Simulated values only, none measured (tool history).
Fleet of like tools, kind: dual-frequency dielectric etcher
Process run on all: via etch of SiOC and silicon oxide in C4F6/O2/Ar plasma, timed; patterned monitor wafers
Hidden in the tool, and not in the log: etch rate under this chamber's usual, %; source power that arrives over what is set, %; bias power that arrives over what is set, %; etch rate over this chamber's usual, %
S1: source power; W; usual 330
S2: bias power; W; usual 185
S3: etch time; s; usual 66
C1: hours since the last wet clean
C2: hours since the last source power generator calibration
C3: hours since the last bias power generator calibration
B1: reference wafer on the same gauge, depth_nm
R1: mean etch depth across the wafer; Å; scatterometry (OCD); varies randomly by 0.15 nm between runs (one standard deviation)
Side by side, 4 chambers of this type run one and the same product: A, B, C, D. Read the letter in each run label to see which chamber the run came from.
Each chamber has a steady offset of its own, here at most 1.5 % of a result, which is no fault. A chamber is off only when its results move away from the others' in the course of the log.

run	day	S1	S2	S3	C1	C2	C3	B1	R1
1C	0.238	330	185	66	78.6	331.1	1273.1	77.12	697.23
2B	0.45	330	185	66	444.2	969.9	2364.6	77.06	688.58
3A	0.708	330	185	66	507.4	538.8	2752.3	77.097	696.64
4D	0.904	330	185	66	273	374.6	784	77.132	690.34
5A	1.204	330	185	66	519.3	550.7	2764.2	77.128	694.87
6C	1.396	330	185	66	106.4	358.9	1300.9	77.113	694.96
7B	1.762	330	185	66	475.7	1001.4	2396.1	77.079	692.68
8D	2.15	330	185	66	302.9	404.5	813.9	77.135	689.29
9D	2.358	330	185	66	307.9	409.5	818.9	77.103	689.58
# day 2.388: chamber A: wet clean of the chamber
10A	2.688	330	185	66	7.3	586.3	2799.8	77.069	694.39
11B	2.896	330	185	66	502.9	1028.6	2423.3	77.066	687.1
12C	3.242	400	185	66	150.7	403.2	1345.2	77.07	748.84
13B	3.525	400	185	66	518	1043.7	2438.4	77.053	742.11
14A	3.779	400	185	66	33.5	612.5	2826	77.118	747.35
# day 3.967: chamber B: wet clean of the chamber
15D	4.029	400	185	66	348	449.6	859	77.076	743.24
16C	4.408	330	185	66	178.7	431.2	1373.2	77.129	695.69
17B	4.642	330	185	66	16.3	1070.5	2465.2	77.132	680.83
18A	5	330	185	66	62.8	641.8	2855.3	77.105	693.71
19D	5.362	330	185	66	380	481.6	891	77.135	691.36
20C	5.708	330	185	66	209.9	462.4	1404.4	77.089	698.84
21C	5.933	260	213	66	215.3	467.8	1409.8	77.047	664.79
22D	6.267	260	213	66	401.7	503.3	912.7	77.127	663.28
23A	6.667	260	213	66	102.8	681.8	2895.3	77.085	662.62
24B	6.971	260	213	66	72.2	1126.4	2521.1	77.107	652.05
25B	7.35	330	185	66	81.3	1135.5	2530.2	77.094	681.97
26D	7.721	330	185	66	436.6	538.2	947.6	77.089	691.28
27A	8.117	330	185	66	137.6	716.6	2930.1	77.097	692.9
28C	8.512	330	185	66	277.2	529.7	1471.7	77.097	695.35
29C	8.921	330	185	66	287	539.5	1481.5	77.07	697.2
30A	9.321	330	185	66	166.5	745.5	2959	77.096	696.2
31D	9.625	330	185	50	482.3	583.9	993.3	77.073	523.86
32B	9.975	330	185	50	144.3	1198.5	2593.2	77.084	515.78
33D	10.25	330	185	50	497.3	598.9	1008.3	77.084	525
34C	10.65	330	185	50	328.5	581	1523	77.097	527.56
35B	10.9	330	185	66	166.5	1220.7	2615.4	77.113	682.66
36A	11.225	330	185	66	212.2	791.2	3004.7	77.085	692.71
37B	11.583	330	185	66	182.9	1237.1	2631.8	77.113	681.21
38C	11.958	330	185	66	359.9	612.4	1554.4	77.074	699.13

Is one chamber off against the others, does the gauge drift, or is nothing wrong? If a chamber is off, say which, and what the likeliest cause is.

A service left chamber B off against the others.
Likeliest cause: etch rate under this chamber's usual, % = 1.28.

Below are 4 candidate recipes for chamber B's next run, each the usual settings with a change, their results shown as question marks. Which of them brings B's results back in line with what the other chambers give on the usual settings?
Counts as in line when no further than this from what the other chambers average on the usual settings: R1 5.6 Å
39B-1	12.267	330	187	66					?
39B-2	12.267	330	184	65					?
39B-3	12.267	330	183	66					?
39B-4	12.267	330	186	67					?

The mean the other chambers reach with the usual settings: R1 694.01 Å
run	R1
39B-1	684.09
39B-2	670.17
39B-3	679.27
39B-4	693.23
Change 39B-4 lands the chamber within the allowed miss of the other chambers.
